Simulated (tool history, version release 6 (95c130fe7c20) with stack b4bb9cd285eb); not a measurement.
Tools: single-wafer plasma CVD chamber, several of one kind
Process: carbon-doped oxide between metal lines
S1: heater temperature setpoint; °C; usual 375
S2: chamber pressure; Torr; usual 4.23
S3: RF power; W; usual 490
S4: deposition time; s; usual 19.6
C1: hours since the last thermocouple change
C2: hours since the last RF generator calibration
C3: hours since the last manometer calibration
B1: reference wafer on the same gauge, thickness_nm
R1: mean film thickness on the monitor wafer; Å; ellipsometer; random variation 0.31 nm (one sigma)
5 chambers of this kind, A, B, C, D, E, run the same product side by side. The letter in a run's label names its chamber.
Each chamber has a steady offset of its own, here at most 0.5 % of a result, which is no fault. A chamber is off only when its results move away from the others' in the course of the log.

run	hour	S1	S2	S3	S4	C1	C2	C3	B1	R1
1C	6.1	375	4.23	490	19.6	860.6	1097.7	1132.8	79.173	909.31
2A	17.1	375	4.23	490	19.6	407.9	212.1	1057.8	79.155	911.98
3E	27.2	375	4.23	490	19.6	1146.5	1696.2	716.7	79.13	911.17
4D	40.7	375	4.23	490	19.6	46.2	754.6	1991.4	79.271	915.16
5B	52.6	375	3.35	490	21.7	510.6	747.8	500	79.195	980.75
6A	61.2	375	3.35	490	21.7	452	256.2	1101.9	79.182	987.06
7B	71.4	375	3.35	490	21.7	529.4	766.6	518.8	79.218	974.46
8D	84.5	375	3.35	490	21.7	90	798.4	2035.2	79.211	988.32
9E	94.6	375	3.35	490	21.7	1213.9	1763.6	784.1	79.213	984.84
# hour 96.9: chamber C: thermocouple changed; heater temperature recalibrated
10C	105.1	375	4.23	490	19.6	8.2	1196.7	1231.8	79.195	911.23
11C	118.5	369	4.23	490	19.6	21.6	1210.1	1245.2	79.293	921.59
12A	126.4	369	4.23	490	19.6	517.2	321.4	1167.1	79.161	923.27
13B	134.6	369	4.23	490	19.6	592.6	829.8	582	79.253	920.88
14D	148.2	369	4.23	490	19.6	153.7	862.1	2098.9	79.094	924.01
15E	160	369	4.23	490	19.6	1279.3	1829	849.5	79.167	933.62
16A	170.5	375	4.23	490	19.6	561.3	365.5	1211.2	79.257	914.67
17D	183.6	375	4.23	490	19.6	189.1	897.5	2134.3	79.225	914.54
# hour 185.7: chamber D: RF generator calibrated
18C	194	375	4.23	490	19.6	97.1	1285.6	1320.7	79.137	914.31
19E	204.4	375	5.05	490	21.2	1323.7	1873.4	893.9	79.178	1012.9
20B	217.3	375	5.05	490	21.2	675.3	912.5	664.7	79.239	1010.1
21E	226.1	375	5.05	490	21.2	1345.4	1895.1	915.6	79.149	1016.2
22C	237.2	375	5.05	490	21.2	140.3	1328.8	1363.9	79.133	1011.6
23B	250.9	375	5.05	490	21.2	708.9	946.1	698.3	79.283	1013.1
24A	259.4	375	4.23	490	19.6	650.2	454.4	1300.1	79.226	911.02
25D	271.5	375	4.23	490	19.6	277	85.9	2222.2	79.247	914.83
# hour 273.5: chamber A: capacitance manometer re-zeroed and calibrated
26C	283	375	4.23	490	19.6	186.1	1374.6	1409.7	79.244	908.56
# hour 283.7: chamber C: capacitance manometer re-zeroed and calibrated
# hour 287.8: chamber B: RF generator calibrated
27D	296.5	375	4.23	490	19.6	302	110.9	2247.2	79.164	916.76
28A	306.1	375	4.23	490	19.6	696.9	501.1	32.6	79.257	911.67
29B	313.9	375	4.23	490	19.6	771.9	26.2	761.3	79.193	915.24
30E	323.6	375	4.23	540	23.1	1442.9	1992.6	1013.1	79.228	1145.6
31D	333	375	4.23	540	23.1	338.5	147.4	2283.7	79.174	1146.6
32E	340	375	4.23	540	23.1	1459.3	2009	1029.5	79.276	1146.9
33B	349.7	375	4.23	540	23.1	807.7	62	797.1	79.218	1146.1
34A	356.6	375	4.23	540	23.1	747.4	551.6	83.1	79.263	1143.7
35C	364.9	375	4.23	490	19.6	268	1456.5	81.3	79.238	906.42
36C	373.4	375	5.05	490	19.6	276.5	1465	89.8	79.154	927.97

Next, every chamber runs the same settings. What will each give?
37A	383.1	375	4.23	490	19.6					?
37B	383.1	375	4.23	490	19.6					?
37C	383.1	375	4.23	490	19.6					?
37D	383.1	375	4.23	490	19.6					?
37E	383.1	375	4.23	490	19.6					?

run	R1
37A	919.81
37B	905.72
37C	908.75
37D	917.12
37E	922.06
